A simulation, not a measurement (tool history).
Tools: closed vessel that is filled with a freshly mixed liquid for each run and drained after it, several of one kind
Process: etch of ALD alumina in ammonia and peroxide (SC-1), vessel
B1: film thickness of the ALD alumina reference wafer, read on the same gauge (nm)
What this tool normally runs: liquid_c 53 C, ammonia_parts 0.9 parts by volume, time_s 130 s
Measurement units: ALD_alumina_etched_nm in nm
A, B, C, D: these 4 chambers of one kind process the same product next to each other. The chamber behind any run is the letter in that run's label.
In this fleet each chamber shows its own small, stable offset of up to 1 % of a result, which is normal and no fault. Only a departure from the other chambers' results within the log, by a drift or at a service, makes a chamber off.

{"run": "1B", "hour": 9.4, "liquid_c": 53, "ammonia_parts": 0.9, "time_s": 130, "B1": 60.009, "ALD_alumina_etched_nm": 6.503}
{"run": "2A", "hour": 19.4, "liquid_c": 53, "ammonia_parts": 0.9, "time_s": 130, "B1": 59.958, "ALD_alumina_etched_nm": 6.4005}
{"run": "3C", "hour": 26.8, "liquid_c": 53, "ammonia_parts": 0.9, "time_s": 130, "B1": 60.01, "ALD_alumina_etched_nm": 6.4643}
{"hour": 28.1, "done": "chamber B: new drum of ammonia solution connected"}
{"run": "4D", "hour": 38.5, "liquid_c": 53, "ammonia_parts": 0.9, "time_s": 130, "B1": 59.984, "ALD_alumina_etched_nm": 6.5688}
{"run": "5D", "hour": 52.0, "liquid_c": 53, "ammonia_parts": 0.9, "time_s": 130, "B1": 60.06, "ALD_alumina_etched_nm": 6.3622}
{"run": "6C", "hour": 58.1, "liquid_c": 53, "ammonia_parts": 0.9, "time_s": 130, "B1": 59.984, "ALD_alumina_etched_nm": 6.4755}
{"run": "7B", "hour": 70.4, "liquid_c": 53, "ammonia_parts": 0.9, "time_s": 130, "B1": 59.979, "ALD_alumina_etched_nm": 6.5763}
{"run": "8A", "hour": 79.9, "liquid_c": 53, "ammonia_parts": 0.9, "time_s": 130, "B1": 60, "ALD_alumina_etched_nm": 6.5213}
{"run": "9A", "hour": 90.4, "liquid_c": 53, "ammonia_parts": 0.9, "time_s": 130, "B1": 60.028, "ALD_alumina_etched_nm": 6.4387}
{"run": "10B", "hour": 96.5, "liquid_c": 53, "ammonia_parts": 0.9, "time_s": 130, "B1": 60.014, "ALD_alumina_etched_nm": 6.5527}
{"run": "11D", "hour": 107.2, "liquid_c": 53, "ammonia_parts": 0.9, "time_s": 130, "B1": 60.027, "ALD_alumina_etched_nm": 6.4031}
{"run": "12C", "hour": 115.6, "liquid_c": 53, "ammonia_parts": 0.9, "time_s": 130, "B1": 60.017, "ALD_alumina_etched_nm": 6.5001}
{"run": "13A", "hour": 125.7, "liquid_c": 53, "ammonia_parts": 0.9, "time_s": 130, "B1": 60.02, "ALD_alumina_etched_nm": 6.5651}
{"run": "14C", "hour": 131.9, "liquid_c": 53, "ammonia_parts": 0.9, "time_s": 130, "B1": 59.959, "ALD_alumina_etched_nm": 6.4491}
{"run": "15B", "hour": 138.4, "liquid_c": 53, "ammonia_parts": 0.9, "time_s": 130, "B1": 59.984, "ALD_alumina_etched_nm": 6.4643}
{"run": "16D", "hour": 148.9, "liquid_c": 53, "ammonia_parts": 0.9, "time_s": 130, "B1": 60.013, "ALD_alumina_etched_nm": 6.4957}
{"run": "17C", "hour": 162.5, "liquid_c": 53, "ammonia_parts": 1.15, "time_s": 130, "B1": 59.958, "ALD_alumina_etched_nm": 6.6553}
{"run": "18B", "hour": 171.6, "liquid_c": 53, "ammonia_parts": 1.15, "time_s": 130, "B1": 59.997, "ALD_alumina_etched_nm": 6.6663}
{"run": "19D", "hour": 181.1, "liquid_c": 53, "ammonia_parts": 1.15, "time_s": 130, "B1": 60.041, "ALD_alumina_etched_nm": 6.6322}
{"run": "20A", "hour": 194.4, "liquid_c": 53, "ammonia_parts": 1.15, "time_s": 130, "B1": 59.988, "ALD_alumina_etched_nm": 6.82}
{"run": "21D", "hour": 206.1, "liquid_c": 53, "ammonia_parts": 0.9, "time_s": 130, "B1": 60.044, "ALD_alumina_etched_nm": 6.4527}
{"run": "22C", "hour": 218.8, "liquid_c": 53, "ammonia_parts": 0.9, "time_s": 130, "B1": 60.014, "ALD_alumina_etched_nm": 6.5122}
{"run": "23B", "hour": 227.9, "liquid_c": 53, "ammonia_parts": 0.9, "time_s": 85, "B1": 59.951, "ALD_alumina_etched_nm": 4.2735}
{"run": "24A", "hour": 235.7, "liquid_c": 53, "ammonia_parts": 0.9, "time_s": 85, "B1": 60.003, "ALD_alumina_etched_nm": 4.3791}
{"run": "25D", "hour": 244.8, "liquid_c": 53, "ammonia_parts": 0.9, "time_s": 85, "B1": 60.049, "ALD_alumina_etched_nm": 4.2428}
{"run": "26A", "hour": 258.1, "liquid_c": 53, "ammonia_parts": 0.9, "time_s": 85, "B1": 60.005, "ALD_alumina_etched_nm": 4.3513}
{"run": "27B", "hour": 270.2, "liquid_c": 53, "ammonia_parts": 0.9, "time_s": 130, "B1": 60.026, "ALD_alumina_etched_nm": 6.5693}
{"run": "28C", "hour": 282.3, "liquid_c": 53, "ammonia_parts": 0.9, "time_s": 130, "B1": 60.013, "ALD_alumina_etched_nm": 6.5131}
{"run": "29A", "hour": 292.3, "liquid_c": 53, "ammonia_parts": 0.9, "time_s": 130, "B1": 59.956, "ALD_alumina_etched_nm": 6.7469}
{"hour": 300.7, "done": "chamber A: new drum of ammonia solution connected"}
{"hour": 304.5, "done": "chamber A: ammonia flow meter replaced"}
{"run": "30D", "hour": 304.6, "liquid_c": 53, "ammonia_parts": 0.9, "time_s": 130, "B1": 59.985, "ALD_alumina_etched_nm": 6.5071}
{"run": "31C", "hour": 313.2, "liquid_c": 53, "ammonia_parts": 0.9, "time_s": 130, "B1": 59.998, "ALD_alumina_etched_nm": 6.4704}
{"run": "32B", "hour": 321.8, "liquid_c": 53, "ammonia_parts": 0.65, "time_s": 130, "B1": 59.99, "ALD_alumina_etched_nm": 6.3484}
{"run": "33B", "hour": 331.2, "liquid_c": 53, "ammonia_parts": 0.65, "time_s": 130, "B1": 60.002, "ALD_alumina_etched_nm": 6.3058}
{"run": "34A", "hour": 343.2, "liquid_c": 53, "ammonia_parts": 0.65, "time_s": 130, "B1": 59.983, "ALD_alumina_etched_nm": 6.5035}
{"run": "35C", "hour": 356.7, "liquid_c": 53, "ammonia_parts": 0.65, "time_s": 130, "B1": 59.973, "ALD_alumina_etched_nm": 6.3248}
{"run": "36D", "hour": 367.5, "liquid_c": 53, "ammonia_parts": 0.9, "time_s": 130, "B1": 59.987, "ALD_alumina_etched_nm": 6.4443}
{"run": "37B", "hour": 375.4, "liquid_c": 53, "ammonia_parts": 0.7, "time_s": 50, "B1": 59.988, "ALD_alumina_etched_nm": 2.4782}
{"run": "38C", "hour": 385.9, "liquid_c": 53, "ammonia_parts": 0.7, "time_s": 50, "B1": 59.996, "ALD_alumina_etched_nm": 2.4434}
{"run": "39A", "hour": 397.9, "liquid_c": 53, "ammonia_parts": 0.7, "time_s": 50, "B1": 59.951, "ALD_alumina_etched_nm": 2.5761}
{"run": "40D", "hour": 408.6, "liquid_c": 53, "ammonia_parts": 0.7, "time_s": 50, "B1": 60.006, "ALD_alumina_etched_nm": 2.4392}

Is one chamber out of step, is the gauge drifting, or do the chambers differ by no more than their own small offsets? For an off chamber, give its letter and the likeliest cause.

Little by little, chamber A moves away from the other chambers.
Most likely cause: liquid hotter than its thermometer reads (K) = 1.16.

Here are 4 candidates for chamber A's next run, each the usual settings with a change, their results left as question marks. Which one brings its results back in line with what the others give on the usual settings?
Counts as in line when no further than this from what the other chambers average on the usual settings: ALD_alumina_etched_nm 0.13 nm
{"run": "41A-1", "hour": 418.5, "liquid_c": 52, "ammonia_parts": 0.9, "time_s": 130, "ALD_alumina_etched_nm": "?"}
{"run": "41A-2", "hour": 418.5, "liquid_c": 51, "ammonia_parts": 0.9, "time_s": 130, "ALD_alumina_etched_nm": "?"}
{"run": "41A-3", "hour": 418.5, "liquid_c": 55, "ammonia_parts": 0.9, "time_s": 130, "ALD_alumina_etched_nm": "?"}
{"run": "41A-4", "hour": 418.5, "liquid_c": 54, "ammonia_parts": 0.9, "time_s": 130, "ALD_alumina_etched_nm": "?"}

The mean the other chambers reach with the usual settings: ALD_alumina_etched_nm 6.4865 nm
run=41A-1 ALD_alumina_etched_nm=6.4861
run=41A-2 ALD_alumina_etched_nm=6.1487
run=41A-3 ALD_alumina_etched_nm=7.5892
run=41A-4 ALD_alumina_etched_nm=7.2059
The right change is 41A-1: it brings the chamber back within the allowed miss of the others.
